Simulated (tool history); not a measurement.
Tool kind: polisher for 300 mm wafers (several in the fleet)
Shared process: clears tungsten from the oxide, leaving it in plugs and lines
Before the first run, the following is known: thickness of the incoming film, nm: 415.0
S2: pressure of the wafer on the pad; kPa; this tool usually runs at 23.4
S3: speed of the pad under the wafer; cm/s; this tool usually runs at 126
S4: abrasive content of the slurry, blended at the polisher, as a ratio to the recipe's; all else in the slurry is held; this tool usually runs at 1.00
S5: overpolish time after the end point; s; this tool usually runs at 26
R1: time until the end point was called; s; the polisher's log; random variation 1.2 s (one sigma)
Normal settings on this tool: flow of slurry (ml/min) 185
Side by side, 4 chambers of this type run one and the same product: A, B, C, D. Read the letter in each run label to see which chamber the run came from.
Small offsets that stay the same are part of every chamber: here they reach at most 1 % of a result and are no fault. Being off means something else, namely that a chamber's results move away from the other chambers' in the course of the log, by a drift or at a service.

{"run": "1C", "hour": 3.7, "flow of slurry (ml/min)": 185, "S2": 23.4, "S3": 126, "S4": 1.0, "S5": 26, "R1": 81.479}
{"hour": 6.2, "done": "chamber D: slurry tank refilled with fresh slurry and peroxide"}
{"run": "2D", "hour": 7.6, "flow of slurry (ml/min)": 185, "S2": 23.4, "S3": 126, "S4": 1.0, "S5": 26, "R1": 81.981}
{"hour": 9.2, "done": "chamber C: slurry nozzle cleaned"}
{"run": "3A", "hour": 12.8, "flow of slurry (ml/min)": 185, "S2": 23.4, "S3": 126, "S4": 1.0, "S5": 26, "R1": 79.536}
{"run": "4B", "hour": 16.1, "flow of slurry (ml/min)": 185, "S2": 23.4, "S3": 126, "S4": 1.0, "S5": 26, "R1": 81.2}
{"run": "5C", "hour": 22.1, "flow of slurry (ml/min)": 185, "S2": 23.4, "S3": 126, "S4": 1.0, "S5": 26, "R1": 85.004}
{"run": "6D", "hour": 28.1, "flow of slurry (ml/min)": 185, "S2": 23.4, "S3": 126, "S4": 1.0, "S5": 26, "R1": 81.625}
{"run": "7B", "hour": 31.4, "flow of slurry (ml/min)": 185, "S2": 30.3, "S3": 126, "S4": 1.0, "S5": 26, "R1": 62.988}
{"run": "8A", "hour": 36.3, "flow of slurry (ml/min)": 185, "S2": 30.3, "S3": 126, "S4": 1.0, "S5": 26, "R1": 62.721}
{"hour": 37.1, "done": "chamber B: slurry blender recalibrated"}
{"hour": 37.4, "done": "chamber C: worn pad replaced by a new one"}
{"run": "9D", "hour": 39.8, "flow of slurry (ml/min)": 185, "S2": 30.3, "S3": 126, "S4": 1.0, "S5": 26, "R1": 63.896}
{"hour": 40.5, "done": "chamber C: slurry blender recalibrated"}
{"run": "10C", "hour": 45.3, "flow of slurry (ml/min)": 185, "S2": 30.3, "S3": 126, "S4": 1.0, "S5": 26, "R1": 62.182}
{"run": "11B", "hour": 48.8, "flow of slurry (ml/min)": 185, "S2": 23.4, "S3": 126, "S4": 1.0, "S5": 26, "R1": 83.149}
{"hour": 51.8, "done": "chamber D: worn pad replaced by a new one"}
{"hour": 51.8, "done": "chamber B: slurry tank refilled with fresh slurry and peroxide"}
{"run": "12A", "hour": 54.1, "flow of slurry (ml/min)": 185, "S2": 23.4, "S3": 126, "S4": 1.0, "S5": 26, "R1": 82.541}
{"hour": 55.8, "done": "chamber B: worn pad replaced by a new one"}
{"run": "13D", "hour": 59.8, "flow of slurry (ml/min)": 185, "S2": 23.4, "S3": 126, "S4": 1.0, "S5": 26, "R1": 81.865}
{"hour": 60.7, "done": "chamber D: slurry tank refilled with fresh slurry and peroxide"}
{"run": "14C", "hour": 64.7, "flow of slurry (ml/min)": 185, "S2": 23.4, "S3": 126, "S4": 1.0, "S5": 26, "R1": 82.213}
{"run": "15A", "hour": 68.2, "flow of slurry (ml/min)": 185, "S2": 23.4, "S3": 126, "S4": 1.0, "S5": 26, "R1": 83.2}
{"hour": 69.4, "done": "chamber A: slurry nozzle cleaned"}
{"hour": 70.6, "done": "chamber A: slurry blender recalibrated"}
{"run": "16B", "hour": 72.4, "flow of slurry (ml/min)": 185, "S2": 23.4, "S3": 126, "S4": 1.0, "S5": 26, "R1": 83.222}
{"run": "17C", "hour": 78.0, "flow of slurry (ml/min)": 185, "S2": 23.4, "S3": 126, "S4": 1.0, "S5": 26, "R1": 81.934}
{"run": "18D", "hour": 84.2, "flow of slurry (ml/min)": 185, "S2": 23.4, "S3": 126, "S4": 1.0, "S5": 26, "R1": 84.901}
{"run": "19B", "hour": 87.1, "flow of slurry (ml/min)": 185, "S2": 23.4, "S3": 126, "S4": 1.0, "S5": 26, "R1": 81.292}
{"hour": 91.2, "done": "chamber A: head pressure recalibrated"}
{"run": "20A", "hour": 92.0, "flow of slurry (ml/min)": 185, "S2": 23.4, "S3": 126, "S4": 1.0, "S5": 26, "R1": 82.427}
{"run": "21A", "hour": 97.1, "flow of slurry (ml/min)": 185, "S2": 23.4, "S3": 126, "S4": 1.0, "S5": 26, "R1": 81.862}
{"run": "22B", "hour": 102.1, "flow of slurry (ml/min)": 185, "S2": 23.4, "S3": 126, "S4": 1.0, "S5": 26, "R1": 81.652}
{"run": "23D", "hour": 107.5, "flow of slurry (ml/min)": 185, "S2": 23.4, "S3": 126, "S4": 1.0, "S5": 26, "R1": 83.998}
{"hour": 109.6, "done": "chamber D: slurry tank refilled with fresh slurry and peroxide"}
{"run": "24C", "hour": 113.3, "flow of slurry (ml/min)": 185, "S2": 23.4, "S3": 88, "S4": 1.0, "S5": 19, "R1": 122.84}
{"run": "25B", "hour": 117.0, "flow of slurry (ml/min)": 185, "S2": 23.4, "S3": 88, "S4": 1.0, "S5": 19, "R1": 117.03}
{"run": "26D", "hour": 121.3, "flow of slurry (ml/min)": 185, "S2": 23.4, "S3": 88, "S4": 1.0, "S5": 19, "R1": 120.58}
{"run": "27C", "hour": 124.8, "flow of slurry (ml/min)": 185, "S2": 23.4, "S3": 88, "S4": 1.0, "S5": 19, "R1": 125.33}
{"run": "28A", "hour": 130.4, "flow of slurry (ml/min)": 185, "S2": 23.4, "S3": 126, "S4": 1.0, "S5": 26, "R1": 82.256}
{"run": "29C", "hour": 134.0, "flow of slurry (ml/min)": 185, "S2": 23.4, "S3": 126, "S4": 1.0, "S5": 26, "R1": 89.781}
{"hour": 135.7, "done": "chamber B: worn pad replaced by a new one"}
{"hour": 136.9, "done": "chamber D: head pressure recalibrated"}
{"run": "30B", "hour": 138.0, "flow of slurry (ml/min)": 185, "S2": 23.4, "S3": 126, "S4": 1.0, "S5": 26, "R1": 82.117}
{"hour": 141.6, "done": "chamber A: slurry tank refilled with fresh slurry and peroxide"}
{"run": "31A", "hour": 141.6, "flow of slurry (ml/min)": 185, "S2": 23.4, "S3": 126, "S4": 1.0, "S5": 26, "R1": 82.274}
{"hour": 146.6, "done": "chamber C: slurry blender recalibrated"}
{"run": "32D", "hour": 147.1, "flow of slurry (ml/min)": 185, "S2": 23.4, "S3": 126, "S4": 1.0, "S5": 26, "R1": 83.712}
{"run": "33B", "hour": 153.1, "flow of slurry (ml/min)": 185, "S2": 23.4, "S3": 126, "S4": 1.0, "S5": 26, "R1": 83.328}
{"run": "34C", "hour": 157.1, "flow of slurry (ml/min)": 185, "S2": 23.4, "S3": 126, "S4": 1.0, "S5": 26, "R1": 92.635}
{"run": "35A", "hour": 161.0, "flow of slurry (ml/min)": 185, "S2": 23.4, "S3": 126, "S4": 1.0, "S5": 26, "R1": 82.895}
{"hour": 164.1, "done": "chamber B: slurry tank refilled with fresh slurry and peroxide"}
{"run": "36D", "hour": 166.0, "flow of slurry (ml/min)": 185, "S2": 23.4, "S3": 126, "S4": 1.0, "S5": 26, "R1": 84.524}
{"hour": 169.0, "done": "chamber A: worn pad replaced by a new one"}
{"hour": 170.1, "done": "chamber D: slurry tank refilled with fresh slurry and peroxide"}
{"run": "37A", "hour": 171.0, "flow of slurry (ml/min)": 185, "S2": 23.4, "S3": 126, "S4": 1.0, "S5": 26, "R1": 84.666}
{"run": "38C", "hour": 177.2, "flow of slurry (ml/min)": 185, "S2": 23.4, "S3": 126, "S4": 1.0, "S5": 26, "R1": 94.898}
{"run": "39D", "hour": 183.0, "flow of slurry (ml/min)": 185, "S2": 23.4, "S3": 166, "S4": 1.0, "S5": 39, "R1": 61.939}
{"run": "40B", "hour": 188.6, "flow of slurry (ml/min)": 185, "S2": 23.4, "S3": 166, "S4": 1.0, "S5": 39, "R1": 61.757}
{"run": "41B", "hour": 193.1, "flow of slurry (ml/min)": 185, "S2": 23.4, "S3": 166, "S4": 1.0, "S5": 39, "R1": 64.444}
{"run": "42A", "hour": 196.6, "flow of slurry (ml/min)": 185, "S2": 23.4, "S3": 166, "S4": 1.0, "S5": 39, "R1": 62.43}

Which is it: a chamber that has drifted or been left off by a service, a gauge drift common to all chambers, or only each chamber's usual small offset? If a chamber is off, name it and its likeliest cause.

It is chamber C that slowly wanders off from its peers.
What lies behind it: peroxide lost from the slurry, % = 35.7.

Below are 4 candidate recipes for chamber C's next run, each the usual settings with a change, their results shown as question marks. Which of them brings C's results back in line with what the other chambers give on the usual settings?
Counts as in line when no further than this from what the other chambers average on the usual settings: R1 4.200 s
{"run": "43C-1", "hour": 201.2, "flow of slurry (ml/min)": 190, "S2": 27.6, "S3": 126, "S4": 1.05, "S5": 26, "R1": "?"}
{"run": "43C-2", "hour": 201.2, "flow of slurry (ml/min)": 185, "S2": 21.4, "S3": 114, "S4": 1.0, "S5": 26, "R1": "?"}
{"run": "43C-3", "hour": 201.2, "flow of slurry (ml/min)": 185, "S2": 21.4, "S3": 126, "S4": 1.0, "S5": 26, "R1": "?"}
{"run": "43C-4", "hour": 201.2, "flow of slurry (ml/min)": 185, "S2": 24.8, "S3": 132, "S4": 1.0, "S5": 26, "R1": "?"}

Usual-settings mean across the other chambers: R1 82.984 s
run=43C-1 R1=84.166
run=43C-2 R1=121.830
run=43C-3 R1=110.110
run=43C-4 R1=90.542
The answer is 43C-1, which returns the chamber to within the allowed miss of the others.

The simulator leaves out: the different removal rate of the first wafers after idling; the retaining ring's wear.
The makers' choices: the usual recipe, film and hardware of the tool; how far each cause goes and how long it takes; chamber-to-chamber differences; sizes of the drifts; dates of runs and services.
